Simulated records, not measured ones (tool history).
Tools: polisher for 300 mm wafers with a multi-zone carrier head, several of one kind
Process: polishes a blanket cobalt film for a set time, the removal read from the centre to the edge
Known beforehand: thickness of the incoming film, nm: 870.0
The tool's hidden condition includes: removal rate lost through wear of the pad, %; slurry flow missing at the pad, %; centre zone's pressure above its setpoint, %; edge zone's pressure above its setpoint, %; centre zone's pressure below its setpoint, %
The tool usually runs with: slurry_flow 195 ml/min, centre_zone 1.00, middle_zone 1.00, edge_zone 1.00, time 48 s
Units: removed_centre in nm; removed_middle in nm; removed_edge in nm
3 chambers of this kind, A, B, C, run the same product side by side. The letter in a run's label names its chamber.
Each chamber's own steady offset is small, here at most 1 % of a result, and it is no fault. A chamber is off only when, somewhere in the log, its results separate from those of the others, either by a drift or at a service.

run	hour	slurry_flow	centre_zone	middle_zone	edge_zone	time	wafers polished on this pad	hours since the slurry nozzle was cleaned	hours since the centre zone pressure was calibrated	hours since the edge zone pressure was calibrated	removed_centre	removed_middle	removed_edge
1B	9.3	195	1.00	1.00	1.00	48	619	163.2	357.7	428.0	222.48	220.78	222.90
2A	18.4	195	1.00	1.00	1.00	48	886	165.2	656.2	94.6	220.97	219.59	217.32
3C	27.7	195	1.00	1.00	1.00	48	231	149.3	597.1	701.2	221.80	223.02	223.51
4B	33.3	195	1.00	1.00	1.00	48	763	187.2	381.7	452.0	217.05	223.47	221.85
5A	40.4	195	1.00	1.00	1.00	48	1018	187.2	678.2	116.6	223.38	217.02	221.98
6C	46.8	195	1.00	1.00	1.00	48	346	168.4	616.2	720.3	217.99	222.73	221.84
7C	53.6	195	1.00	1.00	1.00	35	387	175.2	623.0	727.1	161.85	161.57	162.89
8B	60.5	195	1.00	1.00	1.00	35	926	214.4	408.9	479.2	158.08	162.45	163.47
9A	66.6	195	1.00	1.00	1.00	35	1175	213.4	704.4	142.8	162.83	160.16	160.39
10C	76.4	195	1.00	0.91	1.05	48	523	198.0	645.8	749.9	221.66	203.38	223.76
# hour 80.1: chamber B: slurry nozzle cleaned
11B	81.9	195	1.00	0.91	1.05	48	1055	1.9	430.3	500.6	217.52	204.79	226.69
12A	87.1	195	1.00	0.91	1.05	48	1298	233.9	724.9	163.3	223.50	202.20	227.27
13A	92.9	195	1.00	1.00	1.00	48	1333	239.7	730.7	169.1	223.17	217.34	221.18
# hour 95.9: chamber A: worn pad replaced by a new one
14B	101.3	195	1.00	1.00	1.00	48	1171	21.3	449.7	520.0	222.51	221.08	220.30
15C	109.6	195	1.00	1.00	1.00	48	722	231.2	679.0	783.1	221.52	220.12	219.18
# hour 116.0: chamber B: worn pad replaced by a new one
16B	117.0	195	1.00	1.00	1.00	48	6	37.0	465.4	535.7	214.84	224.70	225.49
17A	122.9	195	1.00	1.00	1.00	48	162	269.7	760.7	199.1	228.31	221.78	220.32
18C	127.9	195	1.00	1.00	1.00	48	832	249.5	697.3	801.4	217.45	221.53	219.01
19A	137.5	195	1.00	1.00	1.00	48	249	284.3	775.3	213.7	219.62	223.82	223.58
20C	143.9	195	1.00	1.00	1.00	48	928	265.5	713.3	817.4	223.74	221.47	222.82
21B	151.1	195	1.00	1.00	1.00	48	210	71.1	499.5	569.8	216.06	223.52	224.57
# hour 153.4: chamber C: worn pad replaced by a new one
22C	155.5	195	1.00	1.00	1.00	48	13	277.1	724.9	829.0	218.82	220.68	229.33
23B	161.6	195	1.00	1.00	1.00	48	273	81.6	510.0	580.3	223.96	224.35	222.22
# hour 163.6: chamber A: centre zone pressure recalibrated
24A	170.1	195	1.00	1.00	1.00	48	445	316.9	6.6	246.3	224.61	220.02	220.86
25B	179.8	195	1.00	1.00	1.00	48	382	99.8	528.2	598.5	221.23	224.42	225.09
26A	188.4	195	1.00	1.00	1.00	48	555	335.2	24.9	264.6	224.19	221.83	214.32
27C	194.9	195	1.00	1.00	1.00	48	249	316.5	764.3	868.4	222.83	219.63	222.42
28C	204.0	195	1.00	1.00	1.00	48	303	325.6	773.4	877.5	222.47	221.24	225.02
29B	212.7	195	1.00	1.00	1.00	48	579	132.7	561.1	631.4	224.84	219.99	220.40
30A	217.4	195	1.00	1.00	1.00	48	729	364.2	53.9	293.6	220.29	220.09	224.09
31B	222.2	195	1.00	1.00	1.00	48	636	142.2	570.6	640.9	221.61	220.65	223.78
32C	228.0	150	1.00	1.00	0.90	48	447	349.6	797.4	901.5	212.16	210.86	202.18
33A	236.3	150	1.00	1.00	0.90	48	842	383.1	72.8	312.5	214.28	211.53	204.17
34B	244.9	150	1.00	1.00	0.90	48	773	164.9	593.3	663.6	204.44	213.74	203.41
35A	249.5	195	1.00	1.00	1.00	48	921	396.3	86.0	325.7	224.32	218.90	222.21
36C	255.6	195	1.11	0.96	1.00	48	613	377.2	825.0	929.1	248.22	214.33	225.11
# hour 260.9: chamber B: slurry nozzle cleaned
37B	262.2	195	1.11	0.96	1.00	48	876	1.3	610.6	680.9	242.83	215.62	221.01

Which is it: a chamber that has drifted or been left off by a service, a gauge drift common to all chambers, or only each chamber's usual small offset? If a chamber is off, name it and its likeliest cause.

Nothing is wrong: each chamber keeps only its own small, steady offset and the gauge holds still.
